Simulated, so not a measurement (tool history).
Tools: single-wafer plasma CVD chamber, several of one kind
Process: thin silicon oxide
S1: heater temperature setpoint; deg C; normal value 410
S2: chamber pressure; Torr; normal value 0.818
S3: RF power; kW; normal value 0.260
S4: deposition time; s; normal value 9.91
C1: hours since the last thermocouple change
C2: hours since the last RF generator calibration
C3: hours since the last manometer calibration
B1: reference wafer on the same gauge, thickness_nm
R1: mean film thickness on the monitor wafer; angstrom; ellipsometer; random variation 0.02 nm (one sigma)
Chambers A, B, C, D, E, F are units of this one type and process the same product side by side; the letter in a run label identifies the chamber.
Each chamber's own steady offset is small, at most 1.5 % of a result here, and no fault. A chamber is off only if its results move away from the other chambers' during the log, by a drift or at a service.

run   hour   S1     S2     S3     S4      C1      C2      C3      B1      R1
 1C    6.6  410  0.818  0.260   9.91    30.3   732.8   917.0  18.700  174.06
 2D   13.1  410  0.818  0.260   9.91   984.6  1123.5   242.6  18.695  175.77
 3A   21.7  410  0.818  0.260   9.91   873.1    34.5  1097.4  18.696  174.16
 4E   27.9  410  0.818  0.260   9.91   156.9  1099.0   105.3  18.696  173.48
 5B   33.5  410  0.818  0.260   9.91  2068.1  2125.6   689.5  18.688  174.40
 6F   42.1  410  0.818  0.260   9.20   257.0   273.7  1281.0  18.687  161.26
 7E   48.2  410  0.818  0.260   9.20   177.2  1119.3   125.6  18.691  160.82
 8C   56.7  410  0.818  0.260   9.20    80.4   782.9   967.1  18.681  161.35
 9D   63.3  410  0.818  0.260   9.20  1034.8  1173.7   292.8  18.681  162.98
10B   68.8  410  0.818  0.260   9.20  2103.4  2160.9   724.8  18.677  162.10
11F   74.1  410  0.818  0.260   9.20   289.0   305.7  1313.0  18.681  161.48
12A   82.5  410  0.818  0.260   9.91   933.9    95.3  1158.2  18.678  174.34
13E   90.6  410  0.818  0.260   9.91   219.6  1161.7   168.0  18.677  173.05
14A   96.5  410  0.818  0.260   9.91   947.9   109.3  1172.2  18.675  174.22
15C  102.3  410  0.818  0.260   9.91   126.0   828.5  1012.7  18.676  173.30
16F  113.5  410  0.818  0.260   9.91   328.4   345.1  1352.4  18.677  173.64
17B  118.9  410  0.818  0.260   9.91  2153.5  2211.0   774.9  18.671  174.34
18D  125.2  410  0.818  0.260   9.91  1096.7  1235.6   354.7  18.667  175.76
19C  130.9  410  0.818  0.260   9.91   154.6   857.1  1041.3  18.664  173.53
20D  142.3  410  0.818  0.260   9.91  1113.8  1252.7   371.8  18.662  175.30
21E  152.2  410  0.818  0.260   9.91   281.2  1223.3   229.6  18.665  172.68
22A  161.5  410  0.818  0.260   9.91  1012.9   174.3  1237.2  18.659  173.91
23F  167.2  410  0.818  0.260   9.91   382.1   398.8  1406.1  18.651  173.45
24B  178.2  410  0.818  0.260   9.91  2212.8  2270.3   834.2  18.654  174.06
25F  188.7  410  0.818  0.260   9.91   403.6   420.3  1427.6  18.648  173.54
26E  198.7  410  0.818  0.260   9.91   327.7  1269.8   276.1  18.644  172.72
27C  208.7  410  0.818  0.260   9.91   232.4   934.9  1119.1  18.641  173.42
28D  218.6  421  0.818  0.260   9.91  1190.1  1329.0   448.1  18.639  173.89
     221.1  -- chamber A: thermocouple changed; heater temperature recalibrated
29A  227.9  421  0.818  0.260   9.91     6.9   240.7  1303.6  18.642  172.44
30B  236.0  421  0.818  0.260   9.91  2270.6  2328.1   892.0  18.642  172.62
31E  244.7  421  0.818  0.260   9.91   373.7  1315.8   322.1  18.635  171.40
32F  252.2  421  0.818  0.260   9.91   467.1   483.8  1491.1  18.640  172.04
33B  260.2  421  0.818  0.260   9.91  2294.8  2352.3   916.2  18.634  172.59
34A  269.8  410  0.818  0.260   9.91    48.8   282.6  1345.5  18.629  173.71
35D  276.3  410  0.818  0.260   9.91  1247.8  1386.7   505.8  18.623  175.32
36C  281.7  410  0.692  0.260  10.83   305.4  1007.9  1192.1  18.630  160.15
37B  290.8  410  0.692  0.260  10.83  2325.4  2382.9   946.8  18.625  161.28
38D  299.4  410  0.692  0.260  10.83  1270.9  1409.8   528.9  18.627  161.57
39A  306.5  410  0.692  0.260  10.83    85.5   319.3  1382.2  18.618  161.61
40C  316.4  410  0.692  0.260  10.83   340.1  1042.6  1226.8  18.621  160.19
41F  321.9  410  0.692  0.260  10.83   536.8   553.5  1560.8  18.618  160.87
42E  327.3  410  0.818  0.260   9.91   456.3  1398.4   404.7  18.619  172.67

Has any chamber moved away from the others, gradually or after a service, or does the common gauge drift, or do the chambers differ only by their own small steady offsets? State the chamber and the most likely cause if one applies.

It is the gauge, not a chamber: its drift shows up in every chamber's results at once, and no chamber is off.
What lies behind it: gauge reads low (%) = 0.47.
